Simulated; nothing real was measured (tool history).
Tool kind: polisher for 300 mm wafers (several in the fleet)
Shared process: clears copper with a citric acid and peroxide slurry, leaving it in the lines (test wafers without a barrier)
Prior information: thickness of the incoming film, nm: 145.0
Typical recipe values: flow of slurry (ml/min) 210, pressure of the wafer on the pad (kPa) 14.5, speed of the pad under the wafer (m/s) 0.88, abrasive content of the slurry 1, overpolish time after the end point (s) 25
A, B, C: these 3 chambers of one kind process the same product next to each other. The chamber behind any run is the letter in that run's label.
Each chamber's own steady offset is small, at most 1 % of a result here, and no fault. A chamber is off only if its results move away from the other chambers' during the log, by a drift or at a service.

run	day	flow of slurry (ml/min)	pressure of the wafer on the pad (kPa)	speed of the pad under the wafer (m/s)	abrasive content of the slurry	overpolish time after the end point (s)	time until the end point was called (s)	dishing of a wide line in a test structure (Å)
1A	0.212	210	14.5	0.88	1	25	89.244	224.73
2B	0.367	210	14.5	0.88	1	25	89.417	215.46
# day 0.562: chamber B: worn pad replaced by a new one
3C	0.646	210	14.5	0.88	1	25	87.161	216.94
4B	0.95	210	14.5	0.88	1	25	91.111	218.27
# day 0.992: chamber A: head pressure recalibrated
# day 1.208: chamber A: worn pad replaced by a new one
5A	1.296	210	14.5	0.88	1	25	88.802	221.32
6C	1.554	210	14.5	0.88	1	25	88.698	218.15
# day 1.662: chamber C: worn pad replaced by a new one
7C	1.9	210	14.5	0.88	1	25	88.366	216.99
8B	2.104	210	14.5	0.88	1	25	91.26	214.75
9A	2.325	235	16.5	0.88	1	25	77.046	242.61
10C	2.5	235	16.5	0.88	1	25	78.603	235.14
11A	2.833	235	16.5	0.88	1	25	77.884	242.97
12B	3.142	210	14.5	0.88	1	25	90.226	222.98
13B	3.488	210	14.5	0.88	1	25	91.596	214.14
# day 3.742: chamber B: worn pad replaced by a new one
14A	3.771	210	14.5	0.88	1	25	88.651	224.58
15C	3.988	210	14.5	0.88	1	25	94.398	208.8
# day 4.133: chamber B: slurry nozzle cleaned
16C	4.154	210	14.5	0.88	1	25	96.685	203.65
17B	4.433	210	14.5	0.88	1	25	90.556	218.64
18A	4.667	210	14.5	0.88	1	25	89.605	217.87
# day 4.8: chamber A: slurry nozzle cleaned
19C	4.938	210	14.5	0.88	1	25	96.795	211.34
20A	5.121	210	14.5	0.88	1	25	88.92	219.84
21B	5.325	210	14.5	0.88	1	33	88.387	258.08

The same settings go to every chamber for the next run, one line per chamber below. Forecast the results for each:
22A	5.575	210	14.5	0.88	1	25	?	?
22B	5.575	210	14.5	0.88	1	25	?	?
22C	5.575	210	14.5	0.88	1	25	?	?

run	time until the end point was called (s)	dishing of a wide line in a test structure (Å)
22A	89.537	218.92
22B	88.179	223.91
22C	98.967	205.19
